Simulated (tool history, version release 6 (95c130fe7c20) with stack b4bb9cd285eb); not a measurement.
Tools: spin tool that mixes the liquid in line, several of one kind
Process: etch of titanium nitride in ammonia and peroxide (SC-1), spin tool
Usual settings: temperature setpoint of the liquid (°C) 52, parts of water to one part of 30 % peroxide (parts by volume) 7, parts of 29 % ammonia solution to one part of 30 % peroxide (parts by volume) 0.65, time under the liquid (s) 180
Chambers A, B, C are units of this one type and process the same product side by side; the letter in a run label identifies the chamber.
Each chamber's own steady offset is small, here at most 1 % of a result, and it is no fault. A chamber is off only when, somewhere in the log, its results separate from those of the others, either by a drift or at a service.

| run | hour | temperature setpoint of the liquid (°C) | parts of water to one part of 30 % peroxide (parts by volume) | parts of 29 % ammonia solution to one part of 30 % peroxide (parts by volume) | time under the liquid (s) | hours since the thermometer was replaced | hours since the ammonia flow meter was replaced | hours since the heated supply line was repaired | hours since the drum of ammonia solution was connected | read-back film thickness of the titanium nitride reference wafer, read on the same gauge (nm) | thickness taken off the titanium nitride on a monitor wafer (nm) |
|---|---|---|---|---|---|---|---|---|---|---|---|
| 1A | 9.4 | 52 | 7 | 0.65 | 180 | 545.5 | 1218.7 | 269.1 | 430.6 | 110.01 | 9.165 |
|  | 13.1 | chamber A: thermometer replaced |
| 2C | 19 | 52 | 7 | 0.65 | 180 | 1469.5 | 96.5 | 617.8 | 204.1 | 109.95 | 9.3516 |
| 3B | 28.2 | 52 | 7 | 0.65 | 180 | 1029.3 | 1448.8 | 1307.6 | 625.4 | 109.98 | 9.2916 |
| 4B | 39.3 | 52 | 7 | 0.65 | 180 | 1040.4 | 1459.9 | 1318.7 | 636.5 | 110 | 9.423 |
| 5C | 49.7 | 52 | 7 | 0.65 | 180 | 1500.2 | 127.2 | 648.5 | 234.8 | 110 | 9.3073 |
| 6A | 61.7 | 52 | 7 | 0.65 | 180 | 48.6 | 1271 | 321.4 | 482.9 | 110.05 | 9.2307 |
| 7C | 68.2 | 52 | 7 | 0.65 | 180 | 1518.7 | 145.7 | 667 | 253.3 | 110 | 9.1887 |
| 8B | 74.6 | 52 | 7 | 0.65 | 180 | 1075.7 | 1495.2 | 1354 | 671.8 | 110 | 9.3178 |
| 9A | 85.9 | 52 | 7 | 0.65 | 180 | 72.8 | 1295.2 | 345.6 | 507.1 | 109.98 | 9.2875 |
| 10A | 94.4 | 52 | 7 | 0.65 | 180 | 81.3 | 1303.7 | 354.1 | 515.6 | 109.98 | 9.2205 |
| 11C | 101.8 | 52 | 7 | 0.65 | 180 | 1552.3 | 179.3 | 700.6 | 286.9 | 109.98 | 9.0912 |
| 12B | 109.5 | 52 | 7 | 0.65 | 180 | 1110.6 | 1530.1 | 1388.9 | 706.7 | 110.02 | 9.3341 |
| 13C | 116.1 | 52 | 7 | 0.65 | 180 | 1566.6 | 193.6 | 714.9 | 301.2 | 110 | 9.0851 |
| 14B | 123.1 | 52 | 7 | 0.65 | 180 | 1124.2 | 1543.7 | 1402.5 | 720.3 | 109.99 | 9.3181 |
| 15A | 131.1 | 52 | 7 | 0.65 | 180 | 118 | 1340.4 | 390.8 | 552.3 | 110 | 9.2078 |
| 16C | 142.7 | 52 | 7 | 0.65 | 180 | 1593.2 | 220.2 | 741.5 | 327.8 | 110.02 | 9.0966 |
|  | 146.2 | chamber A: new drum of ammonia solution connected |
| 17B | 153.9 | 52 | 7 | 0.65 | 180 | 1155 | 1574.5 | 1433.3 | 751.1 | 110 | 9.329 |
| 18A | 160 | 52 | 7 | 0.65 | 180 | 146.9 | 1369.3 | 419.7 | 13.8 | 110.01 | 9.2331 |
| 19A | 171.2 | 52 | 7 | 0.65 | 180 | 158.1 | 1380.5 | 430.9 | 25 | 110.01 | 9.265 |
| 20B | 179.6 | 52 | 7 | 0.65 | 180 | 1180.7 | 1600.2 | 1459 | 776.8 | 109.99 | 9.4556 |
| 21C | 188.6 | 52 | 7 | 0.65 | 180 | 1639.1 | 266.1 | 787.4 | 373.7 | 110.01 | 8.8168 |
| 22B | 199.8 | 52 | 7 | 0.65 | 180 | 1200.9 | 1620.4 | 1479.2 | 797 | 110.01 | 9.3428 |
| 23A | 208.7 | 52 | 7 | 0.65 | 180 | 195.6 | 1418 | 468.4 | 62.5 | 110 | 9.3002 |
| 24C | 217.2 | 52 | 5 | 0.65 | 100 | 1667.7 | 294.7 | 816 | 402.3 | 110.02 | 5.6869 |
| 25A | 227.7 | 52 | 5 | 0.65 | 100 | 214.6 | 1437 | 487.4 | 81.5 | 109.99 | 5.9847 |
| 26C | 237.7 | 52 | 5 | 0.65 | 100 | 1688.2 | 315.2 | 836.5 | 422.8 | 110 | 5.6908 |
| 27B | 245.1 | 52 | 7 | 0.65 | 180 | 1246.2 | 1665.7 | 1524.5 | 842.3 | 110 | 9.2957 |
| 28A | 250.7 | 52 | 7 | 0.65 | 180 | 237.6 | 1460 | 510.4 | 104.5 | 110 | 9.2227 |
| 29B | 261.1 | 52 | 7 | 0.65 | 180 | 1262.2 | 1681.7 | 1540.5 | 858.3 | 110.01 | 9.2904 |

Has any chamber moved away from the others, gradually or after a service, or does the common gauge drift, or do the chambers differ only by their own small steady offsets? State the chamber and the most likely cause if one applies.

Chamber C drifts away from the others.
Likeliest cause: temperature lost on the way to the wafer (K) = 1.05.
From this log alone, it may not be told apart from: liquid colder than its thermometer reads (K).

Chamber C could run next with any of the 4 candidate recipes listed below; each alters the usual settings, and their results appear as question marks. Which one brings its results back in line with what the other chambers deliver on the usual settings?
In-line tolerance around the mean of the other chambers on the usual settings: thickness taken off the titanium nitride on a monitor wafer (nm) 0.21
| 30C-1 | 269.7 | 53 | 7 | 0.65 | 190 |  |  |  |  |  | ? |
| 30C-2 | 269.7 | 52 | 7 | 0.65 | 195 |  |  |  |  |  | ? |
| 30C-3 | 269.7 | 51 | 7 | 0.65 | 180 |  |  |  |  |  | ? |
| 30C-4 | 269.7 | 52 | 7 | 0.65 | 160 |  |  |  |  |  | ? |

On the usual settings, the other chambers give on average: thickness taken off the titanium nitride on a monitor wafer (nm) 9.2976
| run | thickness taken off the titanium nitride on a monitor wafer (nm) |
|---|---|
| 30C-1 | 9.7675 |
| 30C-2 | 9.3428 |
| 30C-3 | 8.0396 |
| 30C-4 | 7.6659 |
30C-2 is the one that brings the chamber's results back in line with the other chambers.

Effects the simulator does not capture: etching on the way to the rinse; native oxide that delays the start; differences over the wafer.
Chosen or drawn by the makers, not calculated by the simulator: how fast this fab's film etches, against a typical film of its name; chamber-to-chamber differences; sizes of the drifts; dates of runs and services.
